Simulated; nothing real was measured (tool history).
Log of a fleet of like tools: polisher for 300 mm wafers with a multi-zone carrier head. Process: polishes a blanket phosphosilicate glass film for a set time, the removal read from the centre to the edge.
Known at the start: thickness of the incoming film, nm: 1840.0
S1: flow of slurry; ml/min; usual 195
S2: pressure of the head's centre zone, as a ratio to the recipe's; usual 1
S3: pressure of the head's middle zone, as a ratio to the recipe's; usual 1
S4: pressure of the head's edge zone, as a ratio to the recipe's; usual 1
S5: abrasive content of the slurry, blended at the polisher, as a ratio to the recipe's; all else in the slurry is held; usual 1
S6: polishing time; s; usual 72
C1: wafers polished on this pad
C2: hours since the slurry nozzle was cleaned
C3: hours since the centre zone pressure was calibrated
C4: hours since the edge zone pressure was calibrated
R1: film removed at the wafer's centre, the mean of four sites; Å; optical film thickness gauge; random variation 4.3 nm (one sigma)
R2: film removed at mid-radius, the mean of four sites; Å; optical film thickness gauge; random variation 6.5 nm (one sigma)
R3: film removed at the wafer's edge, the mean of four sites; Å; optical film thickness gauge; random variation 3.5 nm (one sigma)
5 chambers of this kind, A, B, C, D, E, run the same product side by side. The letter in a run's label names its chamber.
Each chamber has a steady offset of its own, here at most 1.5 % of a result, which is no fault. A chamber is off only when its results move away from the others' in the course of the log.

run   hour   S1    S2  S3    S4    S5  S6    C1     C2     C3     C4      R1      R2      R3
       4.3  -- chamber D: worn pad replaced by a new one
 1A    5.3  195     1   1     1     1  72  1435   11.3    440  350.5    4716  4672.3    4706
       6.8  -- chamber A: worn pad replaced by a new one
 2B    9.1  195     1   1     1     1  72  1532  250.7  618.7  547.6  4667.1  4771.7  4719.4
 3E   12.9  195     1   1     1     1  72   933  636.3  127.3  642.1  4695.8  4696.1  4691.7
      15.6  -- chamber E: slurry nozzle cleaned
      15.9  -- chamber B: worn pad replaced by a new one
 4C   17.6  195     1   1     1     1  72   743  246.1  562.7  155.9  4656.2  4692.5  4727.6
 5D   23.7  195  0.93   1     1  0.85  72   230  224.8    117  556.2  4057.5  4479.4  4385.6
      24.6  -- chamber E: worn pad replaced by a new one
 6D   26.7  195  0.93   1     1  0.85  72   266  227.8    120  559.2  4039.4  4337.7  4331.6
      27.7  -- chamber C: worn pad replaced by a new one
 7A   29.9  195  0.93   1     1  0.85  72   275   35.9  464.6  375.1  4004.8    4273    4386
 8B     35  195  0.93   1     1  0.85  72   227  276.6  644.6  573.5  4099.7    4324  4348.6
 9C   39.4  195  0.93   1     1  0.85  72   140  267.9  584.5  177.7    4020  4519.1  4396.7
10E   42.2  195  0.95   1     1     1  72   210   26.7  156.6  671.4  4436.2  4659.7  4716.7
11D   46.2  195  0.95   1     1     1  72   498  247.3  139.5  578.7  4379.5  4640.5  4676.7
12E     51  195  0.95   1     1     1  72   314   35.5  165.4  680.2  4431.4  4620.5  4702.9
      52.3  -- chamber D: worn pad replaced by a new one
13A   55.9  195  0.95   1     1     1  72   584   61.9  490.6  401.1  4464.3  4690.8  4762.2
      61.2  -- chamber B: slurry nozzle cleaned
14B   61.8  195  0.95   1     1     1  72   546    0.7  671.4  600.3  4472.6    4664  4735.9
15C   64.9  195     1   1     1     1  72   443  293.4    610  203.2  4743.8  4715.6  4757.6
16A     69  195  1.09   1  0.93     1  72   740     75  503.7  414.2  5097.7    4812  4535.7
17B   72.8  195  1.09   1  0.93     1  72   676   11.7  682.4  611.3  5278.4  4746.9  4573.4
18D     77  195  1.09   1  0.93     1  72   294  278.1  170.3  609.5    5055  4750.2  4511.9
19E   81.6  195  1.09   1  0.93     1  72   678   66.1    196  710.8  5231.4    4732  4556.9
20C   86.2  195  1.09   1  0.93     1  72   696  314.7  631.3  224.5  5246.8  4740.8  4558.6
21D   90.2  195     1   1     1     1  72   451  291.3  183.5  622.7  4702.2  4664.7  4696.3
22A   93.6  195     1   1     1     1  72  1032   99.6  528.3  438.8  4734.6  4658.5  4769.3
      94.3  -- chamber D: worn pad replaced by a new one
23E   96.5  195     1   1     1     1  72   855     81  210.9  725.7  4716.5  4711.5  4676.8
24B   99.5  195     1   1  0.89     1  72   994   38.4  709.1    638  4782.9  4665.7  4523.2
25C  105.4  195     1   1  0.89     1  72   924  333.9  650.5  243.7  4709.3  4674.6  4431.6
     106.6  -- chamber C: worn pad replaced by a new one
     107.1  -- chamber A: worn pad replaced by a new one
26E  110.7  195     1   1  0.89     1  72  1024   95.2  225.1  739.9  4754.8  4688.5  4434.9
27C  114.8  195     1   1  0.89     1  72    98  343.3  659.9  253.1  4815.9  4677.2  4522.3
       117  -- chamber E: worn pad replaced by a new one
28B  120.6  195     1   1  0.89     1  72  1245   59.5  730.2  659.1  4799.2  4721.8    4456
29A  124.6  195     1   1     1     1  72   208  130.6  559.3  469.8  4691.5  4754.8  4740.4
30D  128.4  195     1   1     1     1  72   405  329.5  221.7  660.9  4708.3  4825.2  4582.1
31C  132.1  195     1   1     1     1  72   304  360.6  677.2  270.4    4752    4793  4739.6
     137.3  -- chamber B: worn pad replaced by a new one
32E  137.7  195  0.93   1     1     1  63   246  122.2  252.1  766.9  3775.3  4056.8  4087.7
     139.2  -- chamber D: worn pad replaced by a new one
33D  142.3  195  0.93   1     1     1  63    37  343.4  235.6  674.8    3780  4094.5  4081.6
34B  146.9  195  0.93   1     1     1  63   114   85.8  756.5  685.4  3899.8  4079.1  4115.3
35A  150.3  195  0.93   1     1     1  63   513  156.3    585  495.5  3808.7  4140.8  4151.1
36E  155.6  195  0.93   1     1     1  63   459  140.1    270  784.8  3743.4  4112.4  4082.4

Is one chamber off against the others, does the gauge drift, or is nothing wrong? If a chamber is off, say which, and what the likeliest cause is.

No chamber stands off beyond its own small offset, and the gauge holds steady.
